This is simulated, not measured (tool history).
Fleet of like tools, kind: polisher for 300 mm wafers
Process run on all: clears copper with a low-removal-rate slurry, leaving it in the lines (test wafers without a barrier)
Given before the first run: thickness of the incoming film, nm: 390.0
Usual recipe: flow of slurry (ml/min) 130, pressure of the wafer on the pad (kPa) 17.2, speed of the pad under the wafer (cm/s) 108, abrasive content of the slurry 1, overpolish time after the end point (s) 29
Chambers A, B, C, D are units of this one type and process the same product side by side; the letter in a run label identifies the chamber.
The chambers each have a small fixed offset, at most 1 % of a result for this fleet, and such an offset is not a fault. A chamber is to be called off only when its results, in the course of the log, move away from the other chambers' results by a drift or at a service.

run	day	flow of slurry (ml/min)	pressure of the wafer on the pad (kPa)	speed of the pad under the wafer (cm/s)	abrasive content of the slurry	overpolish time after the end point (s)	time until the end point was called (s)	dishing of a wide line in a test structure (nm)
# day 0.375: chamber A: worn pad replaced by a new one
1A	0.392	130	17.2	108	1	29	162.77	47.241
2D	0.750	130	17.2	108	1	29	160.92	44.277
3C	1.238	130	17.2	108	1	29	165.83	46.610
4B	1.608	130	17.2	108	1	29	165.04	45.687
# day 1.658: chamber A: slurry nozzle cleaned
5C	1.833	130	17.2	108	1	29	161.62	45.730
6A	2.129	130	17.2	108	1	29	162.93	47.105
7D	2.629	130	17.2	108	1	29	163.70	45.683
8B	3.133	130	17.2	108	1	29	166.68	46.329
9A	3.604	130	17.2	108	1	29	165.79	46.765
# day 3.708: chamber B: worn pad replaced by a new one
10D	3.871	130	17.2	108	1	29	164.11	45.734
11B	4.300	130	17.2	108	1	29	164.28	45.638
# day 4.338: chamber C: worn pad replaced by a new one
# day 4.550: chamber C: slurry blender recalibrated
12C	4.646	130	17.2	108	1	29	160.71	45.202
13C	4.971	145	17.2	94	1	29	186.12	41.046
14A	5.221	145	17.2	94	1	29	184.99	39.520
15B	5.725	145	17.2	94	1	29	180.99	44.301
# day 5.983: chamber C: slurry nozzle cleaned
16D	6.117	145	17.2	94	1	29	185.27	41.260
# day 6.254: chamber D: head pressure recalibrated
17B	6.533	130	17.2	108	1	29	164.73	45.787
# day 6.662: chamber B: slurry blender recalibrated
# day 6.696: chamber D: worn pad replaced by a new one
# day 6.871: chamber B: head pressure recalibrated
18A	6.933	130	17.2	108	1	29	166.58	46.771
19C	7.321	130	17.2	108	1	29	162.13	45.574
20D	7.717	130	17.2	108	1	29	164.86	45.410
# day 8.054: chamber B: worn pad replaced by a new one
21C	8.112	130	17.2	108	1	29	161.39	46.515
# day 8.146: chamber A: worn pad replaced by a new one
# day 8.475: chamber A: slurry blender recalibrated
22A	8.546	130	17.2	108	1	29	164.23	46.335
23D	8.908	130	17.2	108	1	29	162.07	45.644
24B	9.154	130	17.2	108	1	29	163.65	47.374
25C	9.650	130	17.2	108	1	29	162.72	43.484
26A	10.025	130	17.2	108	1	29	163.62	45.627
27D	10.367	130	17.2	108	1	29	163.45	45.160
# day 10.588: chamber C: worn pad replaced by a new one
28B	10.646	130	17.2	108	1	29	161.58	45.504
29C	11.112	130	17.2	108	1	19	166.05	32.456
30B	11.450	130	17.2	108	1	19	165.29	32.366
# day 11.508: chamber D: slurry blender recalibrated
31D	11.904	130	17.2	108	1	19	163.05	31.565
32A	12.162	130	17.2	108	1	19	165.32	30.725
33B	12.433	130	17.2	108	1	29	163.01	45.805
34C	12.783	130	17.2	108	1	29	161.17	44.519
35D	13.012	130	17.2	108	1	29	163.23	43.794
36A	13.333	130	17.2	108	1	29	163.70	46.243
# day 13.725: chamber C: slurry blender recalibrated
37C	13.742	130	17.2	108	1	29	162.12	46.586

Read the log: is a single chamber off, either drifting away or since a service, is the gauge that measures every chamber drifting, or is nothing wrong beyond small per-chamber offsets? Name any odd chamber and what most likely caused it.

All chambers stay in line apart from their small fixed offsets, and the gauge does not drift.
